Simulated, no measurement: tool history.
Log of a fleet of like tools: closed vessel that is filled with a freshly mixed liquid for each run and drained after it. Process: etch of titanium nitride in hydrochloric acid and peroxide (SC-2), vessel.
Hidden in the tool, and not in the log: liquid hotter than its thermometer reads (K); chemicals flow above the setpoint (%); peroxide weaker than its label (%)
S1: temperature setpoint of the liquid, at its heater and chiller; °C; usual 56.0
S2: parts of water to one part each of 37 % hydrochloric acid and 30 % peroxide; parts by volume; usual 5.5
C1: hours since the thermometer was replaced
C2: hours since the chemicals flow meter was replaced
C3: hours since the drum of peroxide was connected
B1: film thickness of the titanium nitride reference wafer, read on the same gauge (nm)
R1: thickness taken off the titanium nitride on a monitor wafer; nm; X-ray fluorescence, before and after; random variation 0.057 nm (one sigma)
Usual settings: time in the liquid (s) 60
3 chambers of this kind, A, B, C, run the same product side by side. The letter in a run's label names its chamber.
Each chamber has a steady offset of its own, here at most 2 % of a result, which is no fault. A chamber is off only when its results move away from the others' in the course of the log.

Run 1B, hour 10.5: usual settings; C1 316.5; C2 465.3; C3 196.0; B1 40.016. Result: R1 6.1864 nm.
Run 2C, hour 21.6: usual settings; C1 2238.4; C2 597.9; C3 921.1; B1 40.026. Result: R1 6.1392 nm.
Run 3A, hour 27.5: usual settings; C1 681.0; C2 1618.4; C3 288.4; B1 39.975. Result: R1 6.0599 nm.
Run 4C, hour 35.9: usual settings; C1 2252.7; C2 612.2; C3 935.4; B1 39.988. Result: R1 6.2446 nm.
Run 5A, hour 47.1: usual settings; C1 700.6; C2 1638.0; C3 308.0; B1 40.045. Result: R1 6.0671 nm.
At hour 48.9: chamber C: new drum of peroxide connected.
Run 6B, hour 55.5: usual settings but S2 4.0 parts by volume, time in the liquid (s) 45; C1 361.5; C2 510.3; C3 241.0; B1 39.974. Result: R1 5.7619 nm.
Run 7C, hour 62.0: usual settings but S2 4.0 parts by volume, time in the liquid (s) 45; C1 2278.8; C2 638.3; C3 13.2; B1 39.983. Result: R1 5.8093 nm.
Run 8B, hour 67.8: usual settings but S2 4.0 parts by volume, time in the liquid (s) 45; C1 373.8; C2 522.6; C3 253.3; B1 40.019. Result: R1 5.9072 nm.
Run 9A, hour 74.1: usual settings; C1 727.6; C2 1665.0; C3 335.0; B1 39.989. Result: R1 6.0793 nm.
Run 10B, hour 85.6: usual settings but S2 4.0 parts by volume; C1 391.6; C2 540.4; C3 271.1; B1 39.978. Result: R1 7.7475 nm.
Run 11C, hour 97.1: usual settings but S2 4.0 parts by volume; C1 2313.9; C2 673.4; C3 48.3; B1 40.041. Result: R1 7.7365 nm.
Run 12A, hour 103.2: usual settings but S2 4.0 parts by volume; C1 756.7; C2 1694.1; C3 364.1; B1 40.020. Result: R1 7.6172 nm.
Run 13B, hour 110.9: usual settings; C1 416.9; C2 565.7; C3 296.4; B1 39.967. Result: R1 6.0748 nm.
Run 14A, hour 120.8: usual settings; C1 774.3; C2 1711.7; C3 381.7; B1 39.979. Result: R1 6.1953 nm.
Run 15C, hour 131.9: usual settings; C1 2348.7; C2 708.2; C3 83.1; B1 39.988. Result: R1 6.2069 nm.
Run 16A, hour 137.5: usual settings; C1 791.0; C2 1728.4; C3 398.4; B1 40.001. Result: R1 6.2039 nm.
Run 17B, hour 144.5: usual settings; C1 450.5; C2 599.3; C3 330.0; B1 39.990. Result: R1 6.2732 nm.
Run 18C, hour 153.3: usual settings; C1 2370.1; C2 729.6; C3 104.5; B1 40.019. Result: R1 6.2520 nm.
Run 19B, hour 161.8: usual settings; C1 467.8; C2 616.6; C3 347.3; B1 39.970. Result: R1 6.0709 nm.
Run 20A, hour 173.4: usual settings but S1 49.0 °C, time in the liquid (s) 75; C1 826.9; C2 1764.3; C3 434.3; B1 39.957. Result: R1 5.0652 nm.
Run 21C, hour 183.1: usual settings but S1 49.0 °C, time in the liquid (s) 75; C1 2399.9; C2 759.4; C3 134.3; B1 39.982. Result: R1 4.9020 nm.
Run 22B, hour 195.3: usual settings but S1 49.0 °C, time in the liquid (s) 75; C1 501.3; C2 650.1; C3 380.8; B1 39.974. Result: R1 4.9610 nm.
Run 23A, hour 204.7: usual settings; C1 858.2; C2 1795.6; C3 465.6; B1 39.995. Result: R1 6.5812 nm.
Run 24C, hour 216.1: usual settings; C1 2432.9; C2 792.4; C3 167.3; B1 39.975. Result: R1 6.2528 nm.
Run 25B, hour 224.1: usual settings but time in the liquid (s) 35; C1 530.1; C2 678.9; C3 409.6; B1 39.989. Result: R1 3.5674 nm.
Run 26A, hour 232.6: usual settings but time in the liquid (s) 35; C1 886.1; C2 1823.5; C3 493.5; B1 40.005. Result: R1 3.8291 nm.
Run 27C, hour 244.9: usual settings but time in the liquid (s) 35; C1 2461.7; C2 821.2; C3 196.1; B1 39.993. Result: R1 3.6328 nm.
Run 28A, hour 254.2: usual settings but S1 64.0 °C, S2 4.0 parts by volume; C1 907.7; C2 1845.1; C3 515.1; B1 39.976. Result: R1 13.6760 nm.
Run 29C, hour 260.6: usual settings but S1 64.0 °C, S2 4.0 parts by volume; C1 2477.4; C2 836.9; C3 211.8; B1 39.967. Result: R1 12.6790 nm.
Run 30B, hour 267.0: usual settings but S1 64.0 °C, S2 4.0 parts by volume; C1 573.0; C2 721.8; C3 452.5; B1 40.009. Result: R1 12.7570 nm.
Run 31A, hour 273.4: usual settings; C1 926.9; C2 1864.3; C3 534.3; B1 39.947. Result: R1 6.8091 nm.

Next, every chamber runs the same settings. What will each give?
Run 32A, hour 282.6: usual settings but S1 50.5 °C. Result: R1 ?.
Run 32B, hour 282.6: usual settings but S1 50.5 °C. Result: R1 ?.
Run 32C, hour 282.6: usual settings but S1 50.5 °C. Result: R1 ?.

run      R1
32A  4.8095
32B  4.3156
32C  4.3707

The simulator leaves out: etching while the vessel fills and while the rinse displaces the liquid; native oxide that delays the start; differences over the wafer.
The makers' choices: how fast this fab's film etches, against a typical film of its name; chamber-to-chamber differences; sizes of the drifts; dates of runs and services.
